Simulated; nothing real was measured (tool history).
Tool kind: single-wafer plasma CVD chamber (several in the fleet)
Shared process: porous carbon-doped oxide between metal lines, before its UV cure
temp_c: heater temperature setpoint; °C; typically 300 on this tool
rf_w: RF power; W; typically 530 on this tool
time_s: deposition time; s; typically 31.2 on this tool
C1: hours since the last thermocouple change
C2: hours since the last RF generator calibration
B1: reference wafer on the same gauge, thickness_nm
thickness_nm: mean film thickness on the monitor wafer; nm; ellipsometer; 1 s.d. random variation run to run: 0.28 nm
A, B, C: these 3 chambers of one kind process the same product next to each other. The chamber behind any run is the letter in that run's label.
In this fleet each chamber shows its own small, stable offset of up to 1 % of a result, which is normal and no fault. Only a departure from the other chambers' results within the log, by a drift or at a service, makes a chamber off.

run 1C day=0.475 | temp_c=300 rf_w=530 time_s=31.2 | C1=555.5 C2=1186.6 | B1=192.12 | thickness_nm=175.11
run 2B day=0.821 | temp_c=300 rf_w=530 time_s=31.2 | C1=594.5 C2=1376.1 | B1=192.15 | thickness_nm=175.05
run 3A day=1.417 | temp_c=300 rf_w=530 time_s=31.2 | C1=1337.8 C2=1253.8 | B1=192.19 | thickness_nm=173.42
run 4B day=1.750 | temp_c=300 rf_w=530 time_s=31.2 | C1=616.8 C2=1398.4 | B1=192.27 | thickness_nm=174.31
run 5A day=2.029 | temp_c=300 rf_w=530 time_s=31.2 | C1=1352.5 C2=1268.5 | B1=192.29 | thickness_nm=173.72
run 6C day=2.338 | temp_c=300 rf_w=530 time_s=31.2 | C1=600.2 C2=1231.3 | B1=192.32 | thickness_nm=174.99
run 7C day=2.667 | temp_c=300 rf_w=530 time_s=31.2 | C1=608.1 C2=1239.2 | B1=192.42 | thickness_nm=175.44
run 8A day=3.012 | temp_c=300 rf_w=530 time_s=31.2 | C1=1376.1 C2=1292.1 | B1=192.37 | thickness_nm=173.83
run 9B day=3.358 | temp_c=300 rf_w=530 time_s=31.2 | C1=655.4 C2=1437.0 | B1=192.47 | thickness_nm=175.20
run 10B day=3.675 | temp_c=300 rf_w=530 time_s=31.2 | C1=663.0 C2=1444.6 | B1=192.56 | thickness_nm=175.22
run 11C day=4.188 | temp_c=300 rf_w=530 time_s=31.2 | C1=644.6 C2=1275.7 | B1=192.61 | thickness_nm=175.69
run 12A day=4.708 | temp_c=300 rf_w=530 time_s=31.2 | C1=1416.8 C2=1332.8 | B1=192.74 | thickness_nm=173.46
run 13C day=5.312 | temp_c=300 rf_w=530 time_s=31.2 | C1=671.6 C2=1302.7 | B1=192.75 | thickness_nm=175.60
run 14B day=5.700 | temp_c=300 rf_w=530 time_s=31.2 | C1=711.6 C2=1493.2 | B1=192.87 | thickness_nm=175.58
run 15A day=6.042 | temp_c=300 rf_w=530 time_s=31.2 | C1=1448.8 C2=1364.8 | B1=193.00 | thickness_nm=174.38
run 16C day=6.508 | temp_c=300 rf_w=490 time_s=25.8 | C1=700.3 C2=1331.4 | B1=192.96 | thickness_nm=139.18
run 17A day=6.846 | temp_c=300 rf_w=490 time_s=25.8 | C1=1468.1 C2=1384.1 | B1=192.96 | thickness_nm=137.81
run 18B day=7.454 | temp_c=300 rf_w=490 time_s=25.8 | C1=753.7 C2=1535.3 | B1=193.09 | thickness_nm=138.73
run 19C day=7.867 | temp_c=300 rf_w=530 time_s=31.2 | C1=732.9 C2=1364.0 | B1=193.07 | thickness_nm=175.96
run 20A day=8.350 | temp_c=300 rf_w=635 time_s=31.2 | C1=1504.2 C2=1420.2 | B1=193.28 | thickness_nm=196.11

Is one chamber off against the others, does the gauge drift, or is nothing wrong? If a chamber is off, say which, and what the likeliest cause is.

Every chamber seems to shift together because the gauge that measures them all drifts; the chambers themselves are fine.
Cause: gauge reads high (%) = 0.681.
